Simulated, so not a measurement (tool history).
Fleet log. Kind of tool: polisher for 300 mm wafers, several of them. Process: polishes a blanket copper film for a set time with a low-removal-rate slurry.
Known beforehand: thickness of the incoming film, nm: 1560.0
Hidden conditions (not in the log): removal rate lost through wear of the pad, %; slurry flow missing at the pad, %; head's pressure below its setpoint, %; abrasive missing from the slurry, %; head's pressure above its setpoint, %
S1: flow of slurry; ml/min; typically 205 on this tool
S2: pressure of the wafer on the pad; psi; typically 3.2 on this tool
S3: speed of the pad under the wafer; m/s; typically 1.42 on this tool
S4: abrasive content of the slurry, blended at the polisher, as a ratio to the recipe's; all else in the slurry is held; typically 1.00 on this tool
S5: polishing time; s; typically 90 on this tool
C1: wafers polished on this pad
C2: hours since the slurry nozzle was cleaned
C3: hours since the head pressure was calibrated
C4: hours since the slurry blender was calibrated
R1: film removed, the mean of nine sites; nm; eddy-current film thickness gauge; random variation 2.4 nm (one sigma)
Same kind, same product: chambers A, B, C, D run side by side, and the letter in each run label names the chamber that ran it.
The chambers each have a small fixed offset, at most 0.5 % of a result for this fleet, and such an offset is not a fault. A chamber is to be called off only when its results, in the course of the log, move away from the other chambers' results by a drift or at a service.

run	hour	S1	S2	S3	S4	S5	C1	C2	C3	C4	R1
# hour 1.5: chamber B: slurry nozzle cleaned
1B	4.3	205	3.2	1.42	1.00	90	230	2.9	165.4	80.0	370.70
2A	7.8	205	3.2	1.42	1.00	90	329	253.9	918.5	98.4	367.96
3D	12.6	205	3.2	1.42	1.00	90	431	801.7	217.5	257.8	368.22
4C	16.0	205	3.2	1.42	1.00	90	222	189.8	46.9	53.3	368.72
5B	19.7	205	3.2	1.42	1.00	90	419	18.3	180.8	95.4	369.37
6A	23.5	205	3.2	1.42	1.00	90	521	269.6	934.2	114.1	365.75
7D	26.9	205	3.2	1.42	1.00	90	607	816.0	231.8	272.1	366.03
# hour 30.1: chamber A: worn pad replaced by a new one
8C	31.4	205	3.2	1.42	1.00	90	411	205.2	62.3	68.7	370.17
# hour 34.1: chamber A: slurry blender recalibrated
# hour 35.9: chamber B: worn pad replaced by a new one
9A	35.9	205	3.2	1.42	1.00	90	72	282.0	946.6	1.9	367.48
10C	40.9	205	3.2	1.42	1.00	90	528	214.7	71.8	78.2	365.40
11D	46.8	205	3.2	1.42	1.00	90	851	835.9	251.7	292.0	370.48
12B	49.7	205	3.2	1.42	1.00	90	170	48.3	210.8	125.4	372.60
13B	54.0	205	3.2	1.42	1.00	90	223	52.6	215.1	129.7	369.08
14A	56.7	205	3.2	1.42	1.00	90	327	302.8	967.4	22.7	362.10
15D	62.2	205	3.2	1.42	1.00	90	1040	851.3	267.1	307.4	368.27
16C	65.2	205	3.2	1.42	1.00	90	826	239.0	96.1	102.5	368.80
17C	70.9	265	3.2	1.42	1.00	90	896	244.7	101.8	108.2	378.88
# hour 73.4: chamber C: worn pad replaced by a new one
18D	74.6	265	3.2	1.42	1.00	90	1192	863.7	279.5	319.8	380.19
# hour 75.7: chamber A: worn pad replaced by a new one
# hour 76.5: chamber D: worn pad replaced by a new one
19B	78.6	265	3.2	1.42	1.00	90	524	77.2	239.7	154.3	380.28
# hour 84.2: chamber A: head pressure recalibrated
20A	84.2	265	3.2	1.42	1.00	90	105	330.3	0.1	50.2	361.03
# hour 88.1: chamber B: worn pad replaced by a new one
21A	88.4	205	3.2	1.42	0.75	90	156	334.5	4.3	54.4	333.20
22C	91.7	205	3.2	1.42	0.75	90	225	265.5	122.6	129.0	348.25
# hour 91.9: chamber C: slurry nozzle cleaned
23D	97.3	205	3.2	1.42	0.75	90	255	886.4	302.2	342.5	344.84
24B	101.1	205	3.2	1.42	0.75	90	159	99.7	262.2	176.8	352.19
25D	105.0	205	3.2	1.42	1.00	118	350	894.1	309.9	350.2	482.87
# hour 105.9: chamber D: slurry blender recalibrated
26B	109.7	205	3.2	1.42	1.00	118	265	108.3	270.8	185.4	489.73
27A	115.3	205	3.2	1.42	1.00	118	486	361.4	31.2	81.3	461.77
28C	120.5	205	3.2	1.42	1.00	118	578	28.7	151.4	157.8	490.88
# hour 125.0: chamber A: worn pad replaced by a new one
29B	125.9	205	3.2	1.42	1.00	90	463	124.5	287.0	201.6	367.83
30A	130.6	205	3.2	1.86	1.25	90	69	376.7	46.5	96.6	482.49
# hour 131.0: chamber B: worn pad replaced by a new one
31C	134.5	205	3.2	1.86	1.25	90	750	42.7	165.4	171.8	502.53
32D	140.0	205	3.2	1.86	1.25	90	779	929.1	344.9	34.2	507.54
33D	144.0	205	3.2	1.86	1.25	90	828	933.1	348.9	38.2	509.56
# hour 146.7: chamber A: slurry blender recalibrated
34C	147.2	205	3.2	1.42	1.00	90	906	55.4	178.1	184.5	365.95
35B	151.2	205	3.2	1.42	1.00	90	247	149.8	312.3	226.9	371.58
# hour 152.3: chamber C: worn pad replaced by a new one
36A	155.1	205	3.2	1.42	1.00	90	369	401.2	71.0	8.4	346.62
37C	158.0	205	3.2	1.42	1.00	90	70	66.2	188.9	195.3	370.12
38A	162.1	205	3.2	1.42	1.00	90	455	408.2	78.0	15.4	350.59
39D	168.3	205	3.2	1.42	1.00	90	1126	957.4	373.2	62.5	372.64

What goes on in this fleet: one chamber off, a drifting gauge, or nothing beyond the chambers' own small offsets? Name the chamber and the cause, if any.

A service on chamber A put it out of line with the rest.
Cause: head's pressure below its setpoint, % = 4.78.

Here are 4 candidates for chamber A's next run, each the usual settings with a change, their results left as question marks. Which one brings its results back in line with what the others give on the usual settings?
Allowed miss from the other chambers' usual-settings mean, per result, to count as in line: R1 8.50 nm
40A-1	172.8	205	3.1	1.40	1.00	89					?
40A-2	172.8	205	3.5	1.42	1.00	90					?
40A-3	172.8	205	3.1	1.38	1.00	87					?
40A-4	172.8	205	3.3	1.44	1.00	91					?

Average result of the remaining chambers running the usual settings: R1 369.83 nm
run	R1
40A-1	331.24
40A-2	384.22
40A-3	319.10
40A-4	371.27
The right change is 40A-4: it brings the chamber back within the allowed miss of the others.

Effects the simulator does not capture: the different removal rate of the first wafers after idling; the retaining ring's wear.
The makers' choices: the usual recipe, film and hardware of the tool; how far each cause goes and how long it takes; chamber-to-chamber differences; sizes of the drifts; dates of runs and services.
